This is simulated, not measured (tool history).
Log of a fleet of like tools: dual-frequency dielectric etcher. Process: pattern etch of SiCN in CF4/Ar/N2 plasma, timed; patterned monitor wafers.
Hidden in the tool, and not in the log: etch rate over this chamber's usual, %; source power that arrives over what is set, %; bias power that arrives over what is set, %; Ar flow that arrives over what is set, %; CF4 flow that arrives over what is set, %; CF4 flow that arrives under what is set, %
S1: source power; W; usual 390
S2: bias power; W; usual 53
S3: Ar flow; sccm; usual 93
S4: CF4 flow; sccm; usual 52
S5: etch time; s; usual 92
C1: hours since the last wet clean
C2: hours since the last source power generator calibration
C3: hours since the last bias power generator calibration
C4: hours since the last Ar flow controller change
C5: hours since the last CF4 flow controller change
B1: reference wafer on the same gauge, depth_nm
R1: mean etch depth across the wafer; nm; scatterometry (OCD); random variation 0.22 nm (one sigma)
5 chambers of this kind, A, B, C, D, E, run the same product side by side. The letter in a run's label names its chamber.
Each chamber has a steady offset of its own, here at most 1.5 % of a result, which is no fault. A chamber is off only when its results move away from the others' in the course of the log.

| run | day | S1 | S2 | S3 | S4 | S5 | C1 | C2 | C3 | C4 | C5 | B1 | R1 |
|---|---|---|---|---|---|---|---|---|---|---|---|---|---|
|  | 0.138 | chamber C: CF4 flow controller replaced |
|  | 0.488 | chamber D: wet clean of the chamber |
| 1C | 0.646 | 390 | 53 | 93 | 52 | 92 | 210.7 | 2337.5 | 329.1 | 404.8 | 12.3 | 58.660 | 59.453 |
| 2E | 1.229 | 390 | 53 | 93 | 52 | 92 | 237.6 | 1434.7 | 272.8 | 703.6 | 537.3 | 58.645 | 60.888 |
|  | 1.717 | chamber B: wet clean of the chamber |
| 3D | 1.775 | 390 | 53 | 93 | 52 | 92 | 31.0 | 2962.5 | 151.0 | 3913.9 | 3115.8 | 58.639 | 60.953 |
| 4A | 2.233 | 390 | 53 | 93 | 52 | 92 | 338.9 | 3026.7 | 912.5 | 2350.1 | 2168.4 | 58.646 | 61.109 |
| 5B | 2.667 | 390 | 53 | 93 | 52 | 92 | 22.8 | 3282.1 | 206.3 | 722.7 | 1708.7 | 58.581 | 60.915 |
| 6D | 2.971 | 390 | 53 | 105 | 42 | 92 | 59.7 | 2991.2 | 179.7 | 3942.6 | 3144.5 | 58.604 | 56.979 |
| 7C | 3.471 | 390 | 53 | 105 | 42 | 92 | 278.5 | 2405.3 | 396.9 | 472.6 | 80.1 | 58.633 | 56.144 |
| 8A | 3.825 | 390 | 53 | 105 | 42 | 92 | 377.1 | 3064.9 | 950.7 | 2388.3 | 2206.6 | 58.602 | 57.915 |
| 9B | 4.133 | 390 | 53 | 105 | 42 | 92 | 58.0 | 3317.3 | 241.5 | 757.9 | 1743.9 | 58.560 | 57.541 |
| 10E | 4.588 | 390 | 53 | 105 | 42 | 92 | 318.2 | 1515.3 | 353.4 | 784.2 | 617.9 | 58.544 | 58.129 |
| 11C | 5.083 | 390 | 53 | 93 | 52 | 92 | 317.2 | 2444.0 | 435.6 | 511.3 | 118.8 | 58.549 | 59.907 |
| 12B | 5.608 | 390 | 53 | 93 | 52 | 92 | 93.4 | 3352.7 | 276.9 | 793.3 | 1779.3 | 58.608 | 60.359 |
| 13E | 6.138 | 390 | 53 | 93 | 52 | 92 | 355.4 | 1552.5 | 390.6 | 821.4 | 655.1 | 58.602 | 61.596 |
|  | 6.229 | chamber D: Ar flow controller replaced |
| 14D | 6.538 | 390 | 53 | 93 | 52 | 92 | 145.3 | 3076.8 | 265.3 | 7.5 | 3230.1 | 58.584 | 60.629 |
| 15A | 6.917 | 390 | 53 | 93 | 52 | 92 | 451.3 | 3139.1 | 1024.9 | 2462.5 | 2280.8 | 58.585 | 61.445 |
|  | 6.975 | chamber D: source power generator calibrated |
| 16B | 7.454 | 390 | 53 | 93 | 52 | 92 | 137.7 | 3397.0 | 321.2 | 837.6 | 1823.6 | 58.617 | 61.002 |
| 17C | 7.846 | 390 | 53 | 93 | 52 | 92 | 383.5 | 2510.3 | 501.9 | 577.6 | 185.1 | 58.582 | 59.652 |
| 18A | 8.183 | 390 | 53 | 83 | 48 | 92 | 481.7 | 3169.5 | 1055.3 | 2492.9 | 2311.2 | 58.617 | 61.743 |
| 19E | 8.550 | 390 | 53 | 83 | 48 | 92 | 413.3 | 1610.4 | 448.5 | 879.3 | 713.0 | 58.591 | 62.709 |
| 20D | 8.992 | 390 | 53 | 83 | 48 | 92 | 204.2 | 48.5 | 324.2 | 66.4 | 3289.0 | 58.597 | 61.056 |
| 21A | 9.304 | 390 | 53 | 83 | 48 | 92 | 508.6 | 3196.4 | 1082.2 | 2519.8 | 2338.1 | 58.611 | 61.354 |
| 22D | 9.608 | 390 | 53 | 83 | 48 | 92 | 219.0 | 63.3 | 339.0 | 81.2 | 3303.8 | 58.603 | 61.408 |
| 23C | 9.975 | 390 | 53 | 93 | 52 | 92 | 434.6 | 2561.4 | 553.0 | 628.7 | 236.2 | 58.595 | 59.471 |
| 24B | 10.367 | 390 | 53 | 93 | 52 | 92 | 207.6 | 3466.9 | 391.1 | 907.5 | 1893.5 | 58.578 | 61.159 |
| 25E | 10.988 | 390 | 53 | 93 | 52 | 92 | 471.8 | 1668.9 | 507.0 | 937.8 | 771.5 | 58.582 | 62.020 |
| 26C | 11.608 | 390 | 53 | 93 | 52 | 92 | 473.8 | 2600.6 | 592.2 | 667.9 | 275.4 | 58.576 | 59.703 |
| 27E | 12.054 | 390 | 53 | 93 | 52 | 92 | 497.4 | 1694.5 | 532.6 | 963.4 | 797.1 | 58.595 | 62.988 |
| 28B | 12.417 | 390 | 53 | 93 | 52 | 92 | 256.8 | 3516.1 | 440.3 | 956.7 | 1942.7 | 58.619 | 61.201 |
| 29A | 12.942 | 390 | 63 | 93 | 52 | 92 | 595.9 | 3283.7 | 1169.5 | 2607.1 | 2425.4 | 58.632 | 64.867 |
| 30D | 13.588 | 390 | 63 | 93 | 52 | 92 | 314.5 | 158.8 | 434.5 | 176.7 | 3399.3 | 58.636 | 63.958 |
|  | 13.917 | chamber C: wet clean of the chamber |
| 31A | 14.154 | 390 | 63 | 93 | 52 | 92 | 625.0 | 3312.8 | 1198.6 | 2636.2 | 2454.5 | 58.587 | 64.669 |
| 32C | 14.712 | 390 | 63 | 93 | 52 | 92 | 19.1 | 2675.1 | 666.7 | 742.4 | 349.9 | 58.624 | 63.189 |
| 33B | 15.112 | 390 | 63 | 93 | 52 | 92 | 321.5 | 3580.8 | 505.0 | 1021.4 | 2007.4 | 58.556 | 64.280 |
| 34D | 15.417 | 390 | 53 | 93 | 52 | 92 | 358.4 | 202.7 | 478.4 | 220.6 | 3443.2 | 58.607 | 60.795 |
| 35E | 15.779 | 390 | 53 | 93 | 52 | 92 | 586.8 | 1783.9 | 622.0 | 1052.8 | 886.5 | 58.626 | 62.996 |

What goes on in this fleet: one chamber off, a drifting gauge, or nothing beyond the chambers' own small offsets? Name the chamber and the cause, if any.

Chamber E drifts away from the others.
Cause: etch rate over this chamber's usual, % = 3.39.
The log may not tell that from: source power that arrives over what is set, %.

Here are 4 candidates for chamber E's next run, each the usual settings with a change, their results left as question marks. Which one brings its results back in line with what the others give on the usual settings?
In line means no further than this from the other chambers' mean on the usual settings: R1 0.770 nm
| 36E-1 | 16.262 | 390 | 48 | 93 | 49 | 92.0 |  |  |  |  |  |  | ? |
| 36E-2 | 16.262 | 390 | 53 | 93 | 52 | 85.5 |  |  |  |  |  |  | ? |
| 36E-3 | 16.262 | 400 | 53 | 93 | 52 | 94.0 |  |  |  |  |  |  | ? |
| 36E-4 | 16.262 | 400 | 54 | 93 | 52 | 96.0 |  |  |  |  |  |  | ? |

The other chambers' mean on the usual settings: R1 60.650 nm
| run | R1 |
|---|---|
| 36E-1 | 60.487 |
| 36E-2 | 58.767 |
| 36E-3 | 66.068 |
| 36E-4 | 67.912 |
36E-1 brings the chamber back in line.
